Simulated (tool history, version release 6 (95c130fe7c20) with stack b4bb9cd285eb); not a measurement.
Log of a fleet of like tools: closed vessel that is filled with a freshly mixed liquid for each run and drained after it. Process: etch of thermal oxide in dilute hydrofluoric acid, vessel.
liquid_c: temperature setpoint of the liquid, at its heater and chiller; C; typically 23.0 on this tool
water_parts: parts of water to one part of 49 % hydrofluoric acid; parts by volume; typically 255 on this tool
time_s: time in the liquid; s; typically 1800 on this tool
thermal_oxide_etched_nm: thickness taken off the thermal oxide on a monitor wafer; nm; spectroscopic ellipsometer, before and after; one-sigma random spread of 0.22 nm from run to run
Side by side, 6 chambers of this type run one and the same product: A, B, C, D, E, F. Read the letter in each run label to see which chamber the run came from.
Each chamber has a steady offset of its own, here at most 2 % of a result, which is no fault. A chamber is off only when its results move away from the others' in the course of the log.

run,hour,liquid_c,water_parts,time_s,hours since the thermometer was replaced,hours since the hydrofluoric acid flow meter was replaced,"read-back film thickness of the thermal oxide reference wafer, read on the same gauge (nm)",thermal_oxide_etched_nm
1C,10.1,23.0,255,1800,644.3,1534.2,119.99,26.096
2E,18.6,23.0,255,1800,324.0,746.4,119.99,26.636
3A,24.5,23.0,255,1800,814.9,1375.6,119.99,26.776
4F,35.8,23.0,255,1800,443.1,203.6,120.00,26.482
5D,47.3,23.0,255,1800,76.4,382.8,120.03,26.507
6B,53.2,23.0,255,1800,215.9,1304.2,120.03,27.234
7B,59.7,23.0,255,1800,222.4,1310.7,119.97,27.037
8D,72.2,23.0,255,1800,101.3,407.7,120.04,26.356
9C,78.7,23.0,255,1800,712.9,1602.8,120.03,26.490
10F,85.7,23.0,255,1800,493.0,253.5,119.99,26.979
11E,95.5,23.0,255,1800,400.9,823.3,120.04,26.862
12A,102.3,23.0,255,1800,892.7,1453.4,119.98,26.120
13A,113.6,23.0,255,1800,904.0,1464.7,119.98,26.503
14C,126.1,23.0,255,1800,760.3,1650.2,119.99,26.294
15E,137.9,23.0,185,1800,443.3,865.7,120.02,39.936
16B,150.1,23.0,185,1800,312.8,1401.1,119.99,40.049
17D,161.6,23.0,185,1800,190.7,497.1,119.99,39.644
18F,169.4,23.0,185,1800,576.7,337.2,119.96,38.586
19C,175.1,23.0,185,1800,809.3,1699.2,119.98,39.015
20F,181.2,23.0,185,1800,588.5,349.0,120.03,39.286
21E,190.0,23.0,255,1800,495.4,917.8,120.03,26.759
22B,195.5,23.0,255,1800,358.2,1446.5,120.03,27.217
23A,205.2,23.0,255,1800,995.6,1556.3,120.00,25.802
24D,215.0,23.0,255,1800,244.1,550.5,120.04,26.779
25C,223.3,23.0,255,1800,857.5,1747.4,119.98,26.916
26A,230.2,23.0,255,1800,1020.6,1581.3,120.01,25.647
27D,239.1,27.0,255,1345,268.2,574.6,120.01,23.262
28F,247.7,27.0,255,1345,655.0,415.5,120.02,23.060
29E,258.9,27.0,255,1345,564.3,986.7,119.96,23.016
30B,270.7,27.0,255,1345,433.4,1521.7,119.99,23.666
31C,276.3,27.0,255,1345,910.5,1800.4,119.99,22.648
32F,282.5,27.0,255,1345,689.8,450.3,120.00,23.093
33A,292.9,23.0,255,1800,1083.3,1644.0,120.00,25.356
34B,305.0,23.0,255,1800,467.7,1556.0,119.98,26.948
35E,313.8,27.5,255,2815,619.2,1041.6,120.00,49.079
36D,324.4,27.5,255,2815,353.5,659.9,120.01,48.393
37E,330.4,27.5,255,2815,635.8,1058.2,119.98,48.332
38B,337.3,27.5,255,2815,500.0,1588.3,120.00,50.038
39F,348.1,27.5,255,2815,755.4,515.9,120.04,48.800
40A,358.2,27.5,255,2815,1148.6,1709.3,119.97,45.709
41C,370.3,23.0,255,1800,1004.5,1894.4,120.04,26.535
42D,381.3,24.5,255,1800,410.4,716.8,120.02,27.615
43B,393.0,24.5,255,1800,555.7,1644.0,119.97,28.429
44A,405.0,24.5,255,1800,1195.4,1756.1,119.98,26.338

Predict what each chamber gives when all 6 of them run the settings below next.
45A,414.2,23.0,255,1800,,,,?
45B,414.2,23.0,255,1800,,,,?
45C,414.2,23.0,255,1800,,,,?
45D,414.2,23.0,255,1800,,,,?
45E,414.2,23.0,255,1800,,,,?
45F,414.2,23.0,255,1800,,,,?

run,thermal_oxide_etched_nm
45A,24.509
45B,27.500
45C,26.542
45D,26.718
45E,26.940
45F,26.762
